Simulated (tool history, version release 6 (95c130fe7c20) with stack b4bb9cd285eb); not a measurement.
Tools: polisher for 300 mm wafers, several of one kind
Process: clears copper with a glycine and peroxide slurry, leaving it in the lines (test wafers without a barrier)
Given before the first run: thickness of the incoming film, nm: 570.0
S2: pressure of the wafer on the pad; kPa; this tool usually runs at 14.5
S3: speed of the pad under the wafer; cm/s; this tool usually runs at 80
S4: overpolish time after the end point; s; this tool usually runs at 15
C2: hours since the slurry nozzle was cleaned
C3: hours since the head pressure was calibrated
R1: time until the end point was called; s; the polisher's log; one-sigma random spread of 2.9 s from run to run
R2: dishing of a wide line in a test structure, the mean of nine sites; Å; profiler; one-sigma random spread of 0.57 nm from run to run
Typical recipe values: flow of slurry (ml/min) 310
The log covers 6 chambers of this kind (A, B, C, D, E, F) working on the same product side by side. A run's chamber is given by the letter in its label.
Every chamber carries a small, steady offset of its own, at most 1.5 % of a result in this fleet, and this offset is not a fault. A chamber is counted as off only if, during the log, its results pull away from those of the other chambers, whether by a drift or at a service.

{"run": "1D", "day": 0.408, "flow of slurry (ml/min)": 310, "S2": 14.5, "S3": 80, "S4": 15, "wafers polished on this pad": 484, "C2": 313.1, "C3": 688.9, "R1": 174.37, "R2": 364.15}
{"run": "2B", "day": 0.858, "flow of slurry (ml/min)": 310, "S2": 14.5, "S3": 80, "S4": 15, "wafers polished on this pad": 235, "C2": 68.3, "C3": 144.4, "R1": 177.04, "R2": 352.95}
{"day": 1.112, "done": "chamber F: slurry nozzle cleaned"}
{"run": "3C", "day": 1.333, "flow of slurry (ml/min)": 310, "S2": 14.5, "S3": 80, "S4": 15, "wafers polished on this pad": 933, "C2": 258.4, "C3": 204.3, "R1": 179.36, "R2": 349.01}
{"day": 1.346, "done": "chamber D: worn pad replaced by a new one"}
{"day": 1.496, "done": "chamber C: worn pad replaced by a new one"}
{"run": "4A", "day": 1.721, "flow of slurry (ml/min)": 310, "S2": 14.5, "S3": 80, "S4": 15, "wafers polished on this pad": 512, "C2": 301.1, "C3": 950.1, "R1": 173.89, "R2": 366.21}
{"run": "5E", "day": 2.146, "flow of slurry (ml/min)": 310, "S2": 14.5, "S3": 80, "S4": 15, "wafers polished on this pad": 356, "C2": 51.9, "C3": 252, "R1": 168.09, "R2": 351}
{"day": 2.492, "done": "chamber C: slurry nozzle cleaned"}
{"run": "6F", "day": 2.538, "flow of slurry (ml/min)": 310, "S2": 14.5, "S3": 80, "S4": 15, "wafers polished on this pad": 969, "C2": 34.2, "C3": 162.9, "R1": 172.28, "R2": 347.29}
{"run": "7F", "day": 2.975, "flow of slurry (ml/min)": 310, "S2": 14.5, "S3": 80, "S4": 15, "wafers polished on this pad": 1031, "C2": 44.7, "C3": 173.4, "R1": 177.97, "R2": 350.14}
{"run": "8E", "day": 3.333, "flow of slurry (ml/min)": 310, "S2": 14.5, "S3": 80, "S4": 15, "wafers polished on this pad": 524, "C2": 80.4, "C3": 280.5, "R1": 172.2, "R2": 359.61}
{"run": "9A", "day": 3.667, "flow of slurry (ml/min)": 310, "S2": 14.5, "S3": 80, "S4": 15, "wafers polished on this pad": 788, "C2": 347.8, "C3": 996.8, "R1": 172.97, "R2": 338.25}
{"day": 3.696, "done": "chamber F: worn pad replaced by a new one"}
{"run": "10D", "day": 4.017, "flow of slurry (ml/min)": 310, "S2": 14.5, "S3": 80, "S4": 15, "wafers polished on this pad": 378, "C2": 399.7, "C3": 775.5, "R1": 173.55, "R2": 359.96}
{"run": "11C", "day": 4.342, "flow of slurry (ml/min)": 310, "S2": 14.5, "S3": 80, "S4": 15, "wafers polished on this pad": 402, "C2": 44.4, "C3": 276.5, "R1": 181.22, "R2": 349.99}
{"day": 4.567, "done": "chamber A: slurry nozzle cleaned"}
{"run": "12B", "day": 4.838, "flow of slurry (ml/min)": 310, "S2": 14.5, "S3": 80, "S4": 15, "wafers polished on this pad": 798, "C2": 163.8, "C3": 239.9, "R1": 176.28, "R2": 348.52}
{"run": "13B", "day": 5.438, "flow of slurry (ml/min)": 310, "S2": 14.5, "S3": 80, "S4": 15, "wafers polished on this pad": 883, "C2": 178.2, "C3": 254.3, "R1": 177.2, "R2": 348.69}
{"run": "14D", "day": 5.733, "flow of slurry (ml/min)": 310, "S2": 14.5, "S3": 80, "S4": 15, "wafers polished on this pad": 621, "C2": 440.9, "C3": 816.7, "R1": 172.55, "R2": 360.2}
{"day": 5.783, "done": "chamber E: worn pad replaced by a new one"}
{"day": 6.008, "done": "chamber D: worn pad replaced by a new one"}
{"run": "15A", "day": 6.346, "flow of slurry (ml/min)": 310, "S2": 14.5, "S3": 80, "S4": 15, "wafers polished on this pad": 1167, "C2": 42.8, "C3": 1061.1, "R1": 177.78, "R2": 348.91}
{"run": "16C", "day": 6.625, "flow of slurry (ml/min)": 310, "S2": 14.5, "S3": 80, "S4": 15, "wafers polished on this pad": 726, "C2": 99.2, "C3": 331.3, "R1": 176.52, "R2": 339.29}
{"day": 6.712, "done": "chamber E: head pressure recalibrated"}
{"run": "17E", "day": 6.983, "flow of slurry (ml/min)": 310, "S2": 14.5, "S3": 80, "S4": 15, "wafers polished on this pad": 170, "C2": 168, "C3": 6.6, "R1": 171.73, "R2": 356.6}
{"run": "18F", "day": 7.271, "flow of slurry (ml/min)": 310, "S2": 14.5, "S3": 80, "S4": 15, "wafers polished on this pad": 506, "C2": 147.8, "C3": 276.5, "R1": 171.13, "R2": 352.91}
{"run": "19F", "day": 7.829, "flow of slurry (ml/min)": 310, "S2": 10.3, "S3": 80, "S4": 19, "wafers polished on this pad": 585, "C2": 161.2, "C3": 289.9, "R1": 225.62, "R2": 345}
{"day": 7.946, "done": "chamber C: worn pad replaced by a new one"}
{"run": "20C", "day": 8.446, "flow of slurry (ml/min)": 310, "S2": 10.3, "S3": 80, "S4": 19, "wafers polished on this pad": 71, "C2": 142.9, "C3": 375, "R1": 229.16, "R2": 335.31}
{"run": "21E", "day": 8.771, "flow of slurry (ml/min)": 310, "S2": 10.3, "S3": 80, "S4": 19, "wafers polished on this pad": 423, "C2": 210.9, "C3": 49.5, "R1": 218.05, "R2": 354.99}
{"day": 8.871, "done": "chamber C: head pressure recalibrated"}
{"day": 9.158, "done": "chamber B: worn pad replaced by a new one"}
{"run": "22A", "day": 9.35, "flow of slurry (ml/min)": 310, "S2": 10.3, "S3": 80, "S4": 19, "wafers polished on this pad": 1592, "C2": 114.9, "C3": 1133.2, "R1": 234, "R2": 330.55}
{"run": "23D", "day": 9.896, "flow of slurry (ml/min)": 310, "S2": 10.3, "S3": 80, "S4": 19, "wafers polished on this pad": 550, "C2": 540.8, "C3": 916.6, "R1": 224.86, "R2": 365.69}
{"day": 10.017, "done": "chamber D: worn pad replaced by a new one"}
{"run": "24B", "day": 10.262, "flow of slurry (ml/min)": 310, "S2": 10.3, "S3": 80, "S4": 19, "wafers polished on this pad": 156, "C2": 294, "C3": 370.1, "R1": 228.68, "R2": 358.2}
{"run": "25C", "day": 10.8, "flow of slurry (ml/min)": 310, "S2": 14.5, "S3": 80, "S4": 15, "wafers polished on this pad": 404, "C2": 199.4, "C3": 46.4, "R1": 182.94, "R2": 355.93}
{"day": 11.129, "done": "chamber E: slurry nozzle cleaned"}
{"run": "26E", "day": 11.308, "flow of slurry (ml/min)": 310, "S2": 14.5, "S3": 80, "S4": 15, "wafers polished on this pad": 782, "C2": 4.4, "C3": 110.4, "R1": 175.21, "R2": 347.42}
{"run": "27D", "day": 11.633, "flow of slurry (ml/min)": 310, "S2": 14.5, "S3": 80, "S4": 15, "wafers polished on this pad": 229, "C2": 582.5, "C3": 958.3, "R1": 175.41, "R2": 359.11}
{"run": "28F", "day": 12.017, "flow of slurry (ml/min)": 310, "S2": 14.5, "S3": 80, "S4": 15, "wafers polished on this pad": 1178, "C2": 261.7, "C3": 390.4, "R1": 176.76, "R2": 349.46}
{"day": 12.271, "done": "chamber E: worn pad replaced by a new one"}
{"run": "29A", "day": 12.35, "flow of slurry (ml/min)": 310, "S2": 14.5, "S3": 80, "S4": 21, "wafers polished on this pad": 2017, "C2": 186.9, "C3": 1205.2, "R1": 192.14, "R2": 445.63}
{"day": 12.6, "done": "chamber C: slurry nozzle cleaned"}
{"day": 12.671, "done": "chamber F: worn pad replaced by a new one"}
{"day": 12.746, "done": "chamber D: slurry nozzle cleaned"}
{"run": "30B", "day": 12.783, "flow of slurry (ml/min)": 310, "S2": 14.5, "S3": 80, "S4": 21, "wafers polished on this pad": 513, "C2": 354.5, "C3": 430.6, "R1": 177.61, "R2": 461.95}
{"run": "31C", "day": 13.275, "flow of slurry (ml/min)": 310, "S2": 14.5, "S3": 80, "S4": 21, "wafers polished on this pad": 754, "C2": 16.2, "C3": 105.8, "R1": 181.28, "R2": 472.58}
{"run": "32D", "day": 13.638, "flow of slurry (ml/min)": 310, "S2": 14.5, "S3": 80, "S4": 21, "wafers polished on this pad": 512, "C2": 21.5, "C3": 1006.4, "R1": 174.25, "R2": 471.44}
{"run": "33F", "day": 14.092, "flow of slurry (ml/min)": 310, "S2": 14.5, "S3": 80, "S4": 21, "wafers polished on this pad": 201, "C2": 311.5, "C3": 440.2, "R1": 176.35, "R2": 468.6}
{"run": "34B", "day": 14.588, "flow of slurry (ml/min)": 310, "S2": 14.5, "S3": 80, "S4": 21, "wafers polished on this pad": 768, "C2": 397.8, "C3": 473.9, "R1": 176.61, "R2": 482.55}
{"day": 14.617, "done": "chamber A: head pressure recalibrated"}
{"run": "35A", "day": 15.179, "flow of slurry (ml/min)": 310, "S2": 14.5, "S3": 80, "S4": 15, "wafers polished on this pad": 2417, "C2": 254.8, "C3": 13.5, "R1": 197.49, "R2": 320.39}
{"run": "36E", "day": 15.738, "flow of slurry (ml/min)": 390, "S2": 14.5, "S3": 90, "S4": 15, "wafers polished on this pad": 490, "C2": 110.7, "C3": 216.7, "R1": 154.36, "R2": 386.86}
{"run": "37F", "day": 16.092, "flow of slurry (ml/min)": 390, "S2": 14.5, "S3": 90, "S4": 15, "wafers polished on this pad": 484, "C2": 359.5, "C3": 488.2, "R1": 153.96, "R2": 383.32}

Has any chamber moved away from the others, gradually or after a service, or does the common gauge drift, or do the chambers differ only by their own small steady offsets? State the chamber and the most likely cause if one applies.

Chamber A drifts away from the others.
Likeliest cause: removal rate lost through wear of the pad, % = 12.1.

Below are 4 candidate recipes for chamber A's next run, each the usual settings with a change, their results shown as question marks. Which of them brings A's results back in line with what the other chambers give on the usual settings?
In line means no further than this from the other chambers' mean on the usual settings: R1 10 s; R2 20 Å
{"run": "38A-1", "day": 16.542, "flow of slurry (ml/min)": 305, "S2": 13.1, "S3": 72, "S4": 15, "R1": "?", "R2": "?"}
{"run": "38A-2", "day": 16.542, "flow of slurry (ml/min)": 310, "S2": 14.5, "S3": 78, "S4": 15, "R1": "?", "R2": "?"}
{"run": "38A-3", "day": 16.542, "flow of slurry (ml/min)": 315, "S2": 15.9, "S3": 88, "S4": 15, "R1": "?", "R2": "?"}
{"run": "38A-4", "day": 16.542, "flow of slurry (ml/min)": 310, "S2": 14.5, "S3": 82, "S4": 15, "R1": "?", "R2": "?"}

Average result of the remaining chambers running the usual settings: R1 175.62 s; R2 353.26 Å
run=38A-1 R1=227.24 R2=275.23
run=38A-2 R1=199.79 R2=310.24
run=38A-3 R1=170.42 R2=358.84
run=38A-4 R1=192.62 R2=320.55
38A-3 is the one that brings the chamber's results back in line with the other chambers.
